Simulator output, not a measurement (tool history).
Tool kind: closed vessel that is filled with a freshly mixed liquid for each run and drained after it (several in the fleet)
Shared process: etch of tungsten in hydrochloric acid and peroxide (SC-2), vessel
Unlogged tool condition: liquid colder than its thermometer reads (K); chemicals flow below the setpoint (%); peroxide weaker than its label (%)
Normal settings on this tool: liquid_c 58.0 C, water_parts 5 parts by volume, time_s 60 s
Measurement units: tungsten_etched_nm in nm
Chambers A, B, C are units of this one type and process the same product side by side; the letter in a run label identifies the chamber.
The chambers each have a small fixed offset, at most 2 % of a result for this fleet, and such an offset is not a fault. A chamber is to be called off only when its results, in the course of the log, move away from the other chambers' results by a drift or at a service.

run   hour  liquid_c  water_parts  time_s  hours since the thermometer was replaced  hours since the chemicals flow meter was replaced  hours since the drum of peroxide was connected  read-back film thickness of the tungsten reference wafer, read on the same gauge (nm)  tungsten_etched_nm
 1B    5.3      58.0            5      60                                     671.3                                               88.6                                           171.3                                                                                 149.99              47.460
 2A   10.5      58.0            5      60                                    2192.4                                              545.0                                           673.0                                                                                 150.02              47.977
 3C   14.9      58.0            5      60                                      88.9                                              287.3                                           436.2                                                                                 150.04              48.413
 4A   24.0      58.0            5      60                                    2205.9                                              558.5                                           686.5                                                                                 150.03              48.102
 5B   30.4      58.0            5      60                                     696.4                                              113.7                                           196.4                                                                                 150.00              47.477
 6C   35.3      58.0            5      60                                     109.3                                              307.7                                           456.6                                                                                 149.99              48.430
 7B   39.5      66.5            4      60                                     705.5                                              122.8                                           205.5                                                                                 149.93              93.508
 8C   44.9      66.5            4      60                                     118.9                                              317.3                                           466.2                                                                                 150.02              96.144
 9A   49.7      66.5            4      60                                    2231.6                                              584.2                                           712.2                                                                                 150.01              95.262
10A   56.3      58.0            5      60                                    2238.2                                              590.8                                           718.8                                                                                 150.00              47.115
11B   62.2      58.0            5      60                                     728.2                                              145.5                                           228.2                                                                                 150.00              47.733
      70.8  -- chamber A: chemicals flow meter replaced
12C   71.2      58.0            5      60                                     145.2                                              343.6                                           492.5                                                                                 150.01              48.726
13C   79.2      58.0            5      60                                     153.2                                              351.6                                           500.5                                                                                 149.97              48.488
14A   85.0      58.0            5      60                                    2266.9                                               14.2                                           747.5                                                                                 150.01              47.362
15B   92.2      58.0            5      60                                     758.2                                              175.5                                           258.2                                                                                 149.98              47.299
16C   97.6      58.0            5      60                                     171.6                                              370.0                                           518.9                                                                                 149.99              48.417
17B  105.7      58.0            5      60                                     771.7                                              189.0                                           271.7                                                                                 150.00              47.123
     107.9  -- chamber B: thermometer replaced
18A  109.8      58.0            5      60                                    2291.7                                               39.0                                           772.3                                                                                 149.99              48.043
19A  114.2      58.0            5      60                                    2296.1                                               43.4                                           776.7                                                                                 150.03              47.925
20B  119.8      58.0            7      95                                      12.0                                              203.1                                           285.8                                                                                 149.96              58.732
21C  126.7      58.0            7      95                                     200.7                                              399.1                                           548.0                                                                                 150.01              58.583
22B  135.7      58.0            7      95                                      27.9                                              219.0                                           301.7                                                                                 149.97              57.958
23A  140.7      58.0            5      60                                    2322.6                                               69.9                                           803.2                                                                                 150.04              48.020
24C  147.9      58.0            5      60                                     221.9                                              420.3                                           569.2                                                                                 150.02              48.499
25A  156.7      58.0            5      60                                    2338.6                                               85.9                                           819.2                                                                                 150.03              47.349
26C  165.7      58.0            5      60                                     239.7                                              438.1                                           587.0                                                                                 150.00              47.958
27B  172.0      58.0            5      35                                      64.2                                              255.3                                           338.0                                                                                 150.00              27.293
28C  178.4      58.0            5      35                                     252.4                                              450.8                                           599.7                                                                                 150.02              28.432
29A  184.9      58.0            5      35                                    2366.8                                              114.1                                           847.4                                                                                 150.00              27.786
30B  191.6      58.0            5      60                                      83.8                                              274.9                                           357.6                                                                                 150.00              47.857
31B  195.6      58.0            5      60                                      87.8                                              278.9                                           361.6                                                                                 150.02              48.082
32C  204.0      58.0            5      60                                     278.0                                              476.4                                           625.3                                                                                 150.03              48.011
33A  213.1      58.0            5      60                                    2395.0                                              142.3                                           875.6                                                                                 149.97              48.073

Next, all 3 chambers run the settings below, one line each with question marks for the results. What does each chamber give?
34A  219.7      58.0            5      60                                                                                                                                                                                                                                                       ?
34B  219.7      58.0            5      60                                                                                                                                                                                                                                                       ?
34C  219.7      58.0            5      60                                                                                                                                                                                                                                                       ?

run  tungsten_etched_nm
34A              47.348
34B              47.409
34C              48.132

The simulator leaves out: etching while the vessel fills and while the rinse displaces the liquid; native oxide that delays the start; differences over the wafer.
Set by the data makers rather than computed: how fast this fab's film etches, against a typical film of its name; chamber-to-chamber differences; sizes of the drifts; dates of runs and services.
